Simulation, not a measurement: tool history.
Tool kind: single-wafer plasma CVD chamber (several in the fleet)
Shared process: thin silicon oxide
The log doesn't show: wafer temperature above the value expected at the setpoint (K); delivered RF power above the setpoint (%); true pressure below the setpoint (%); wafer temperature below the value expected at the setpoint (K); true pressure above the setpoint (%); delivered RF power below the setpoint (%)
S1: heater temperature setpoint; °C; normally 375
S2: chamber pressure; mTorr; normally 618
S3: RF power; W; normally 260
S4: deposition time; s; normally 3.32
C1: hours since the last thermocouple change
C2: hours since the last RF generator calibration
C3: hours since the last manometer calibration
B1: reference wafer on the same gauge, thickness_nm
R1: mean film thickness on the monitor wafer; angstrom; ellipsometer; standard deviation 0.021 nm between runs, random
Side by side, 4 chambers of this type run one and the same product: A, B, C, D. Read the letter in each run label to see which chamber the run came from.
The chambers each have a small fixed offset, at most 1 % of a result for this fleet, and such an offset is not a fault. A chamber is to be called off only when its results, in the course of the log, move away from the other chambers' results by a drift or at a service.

run     day   S1   S2   S3    S4      C1      C2      C3      B1      R1
 1B   0.312  375  618  260  3.32   505.5  1483.3   949.7  5.2652  44.856
 2A   0.733  375  618  260  3.32  2100.2  2363.9   674.0  5.2730  44.906
 3C   1.046  375  618  260  3.32   721.0  1574.6   659.7  5.2688  44.520
 4D   1.404  375  618  260  3.32   436.3   502.7   130.7  5.2664  44.897
 5A   1.779  375  618  260  3.32  2125.3  2389.0   699.1  5.2722  45.175
 6C   2.312  375  618  260  3.32   751.4  1605.0   690.1  5.2629  44.613
      2.633  -- chamber A: RF generator calibrated
 7D   2.804  375  618  260  3.32   469.9   536.3   164.3  5.2774  44.509
 8B   3.200  375  618  260  3.32   574.8  1552.6  1019.0  5.2722  44.723
 9B   3.696  375  618  260  3.32   586.7  1564.5  1030.9  5.2666  44.797
10C   4.125  375  618  260  3.32   794.9  1648.5   733.6  5.2742  44.675
11D   4.500  375  476  260  3.68   510.6   577.0   205.0  5.2770  37.242
12A   4.958  375  476  260  3.68  2201.6    55.9   775.4  5.2680  37.315
13C   5.567  375  476  260  3.68   829.5  1683.1   768.2  5.2696  36.931
14D   5.871  375  476  260  3.68   543.5   609.9   237.9  5.2745  37.025
15B   6.479  375  618  260  3.32   653.5  1631.3  1097.7  5.2726  45.183
16A   6.904  375  618  260  3.32  2248.3   102.6   822.1  5.2675  44.770
17B   7.446  375  618  260  3.32   676.7  1654.5  1120.9  5.2735  44.593
18C   8.025  375  618  260  3.32   888.5  1742.1   827.2  5.2722  44.499
19A   8.346  375  618  260  3.32  2282.9   137.2   856.7  5.2653  44.764
20D   8.675  375  618  240  3.32   610.8   677.2   305.2  5.2676  42.684
21B   9.150  375  618  240  3.32   717.6  1695.4  1161.8  5.2733  43.424
      9.250  -- chamber B: capacitance manometer re-zeroed and calibrated
22C   9.729  375  618  240  3.32   929.4  1783.0   868.1  5.2697  43.271
23A  10.283  375  618  240  3.32  2329.4   183.7   903.2  5.2749  43.157
24D  10.592  375  618  260  3.32   656.8   723.2   351.2  5.2674  44.774
     10.696  -- chamber A: thermocouple changed; heater temperature recalibrated
25D  10.908  375  618  260  3.32   664.4   730.8   358.8  5.2698  44.510
26B  11.396  375  723  260  2.79   771.5  1749.3    51.6  5.2667  44.151
27A  11.938  375  723  260  2.79    29.9   223.4   942.9  5.2613  44.424
28C  12.600  375  723  260  2.79   998.3  1851.9   937.0  5.2721  44.525
     12.604  -- chamber C: RF generator calibrated
29B  13.242  375  723  260  2.79   815.8  1793.6    95.9  5.2673  44.494
30D  13.658  375  618  260  3.32   730.4   796.8   424.8  5.2716  44.360
31A  14.271  375  618  260  3.32    85.9   279.4   998.9  5.2683  44.708
32C  14.796  375  704  260  3.32  1051.0    52.7   989.7  5.2697  51.727
33B  15.325  375  704  260  3.32   865.8  1843.6   145.9  5.2758  51.200
34D  15.746  375  704  260  3.32   780.5   846.9   474.9  5.2757  51.002
35C  16.167  375  704  260  3.32  1083.9    85.6  1022.6  5.2709  51.745
36A  16.579  375  618  260  3.32   141.3   334.8  1054.3  5.2709  44.978
37C  17.025  375  618  260  3.32  1104.5   106.2  1043.2  5.2612  44.612
38D  17.508  375  618  260  3.32   822.8   889.2   517.2  5.2685  44.433

What goes on in this fleet: one chamber off, a drifting gauge, or nothing beyond the chambers' own small offsets? Name the chamber and the cause, if any.

The fleet is healthy, with each chamber sitting at its usual small offset and no drift in the gauge.
